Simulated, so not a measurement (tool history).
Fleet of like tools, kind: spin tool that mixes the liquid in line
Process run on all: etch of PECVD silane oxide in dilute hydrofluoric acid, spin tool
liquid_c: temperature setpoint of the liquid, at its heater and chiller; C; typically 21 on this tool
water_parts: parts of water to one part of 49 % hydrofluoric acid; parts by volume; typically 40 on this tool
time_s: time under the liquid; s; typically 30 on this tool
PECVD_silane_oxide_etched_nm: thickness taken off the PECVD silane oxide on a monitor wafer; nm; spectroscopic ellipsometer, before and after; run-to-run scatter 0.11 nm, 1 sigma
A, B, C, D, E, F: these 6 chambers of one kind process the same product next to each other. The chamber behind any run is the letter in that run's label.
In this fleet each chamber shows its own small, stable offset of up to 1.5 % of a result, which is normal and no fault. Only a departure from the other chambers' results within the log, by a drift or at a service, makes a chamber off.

run,hour,liquid_c,water_parts,time_s,"read-back film thickness of the PECVD silane oxide reference wafer, read on the same gauge (nm)",PECVD_silane_oxide_etched_nm
1E,6.7,21,40,30,40.002,24.848
2A,14.6,21,40,30,39.997,25.422
3F,21.7,21,40,30,39.992,25.244
4C,27.0,21,40,30,39.988,24.984
5B,31.2,21,40,30,39.999,25.312
6D,37.2,18,40,40,40.011,29.416
7B,44.7,18,40,40,39.979,29.703
8E,48.9,18,40,40,40.012,29.049
9C,53.9,18,40,40,39.961,29.479
10A,60.6,18,40,40,40.005,29.709
11F,65.0,18,40,40,39.997,29.587
12D,71.4,21,40,30,39.990,25.221
13A,76.0,21,40,30,40.017,25.335
14E,81.6,21,40,30,40.014,24.787
15B,90.1,21,40,20,40.006,16.674
16C,95.4,21,40,20,40.008,16.699
17F,100.7,21,40,20,39.997,16.791
# hour 104.0: chamber C: hydrofluoric acid flow meter replaced
18D,108.3,21,40,20,40.026,16.866
19B,115.9,21,40,20,40.028,16.872
20C,122.0,21,40,20,39.990,16.722
21E,127.5,21,40,30,40.000,24.640
22D,131.7,21,40,30,40.002,25.062
23A,136.1,21,40,30,40.017,25.380
24F,141.4,21,40,30,39.998,25.206
# hour 145.6: chamber E: hydrofluoric acid flow meter replaced
25B,146.6,21,40,30,39.993,25.156
26E,154.8,21,40,30,40.010,24.920
27F,158.6,21,40,30,39.999,25.244
28C,163.4,21,40,30,39.994,25.218
29D,168.7,21,30,20,40.004,22.666
30A,173.8,21,30,20,40.014,22.764
31F,179.2,21,30,20,40.005,22.756
32C,183.9,21,30,20,39.976,22.501
33B,188.6,21,30,20,39.987,22.538
34A,195.1,21,30,20,40.008,22.619
35E,198.9,21,40,30,40.008,24.655
36D,207.3,21,40,30,39.995,25.136
37B,213.4,21,40,30,39.998,25.180
38E,220.3,21,40,30,40.006,24.751

Has any chamber moved away from the others, gradually or after a service, or does the common gauge drift, or do the chambers differ only by their own small steady offsets? State the chamber and the most likely cause if one applies.

Nothing is wrong: each chamber keeps only its own small, steady offset and the gauge holds still.

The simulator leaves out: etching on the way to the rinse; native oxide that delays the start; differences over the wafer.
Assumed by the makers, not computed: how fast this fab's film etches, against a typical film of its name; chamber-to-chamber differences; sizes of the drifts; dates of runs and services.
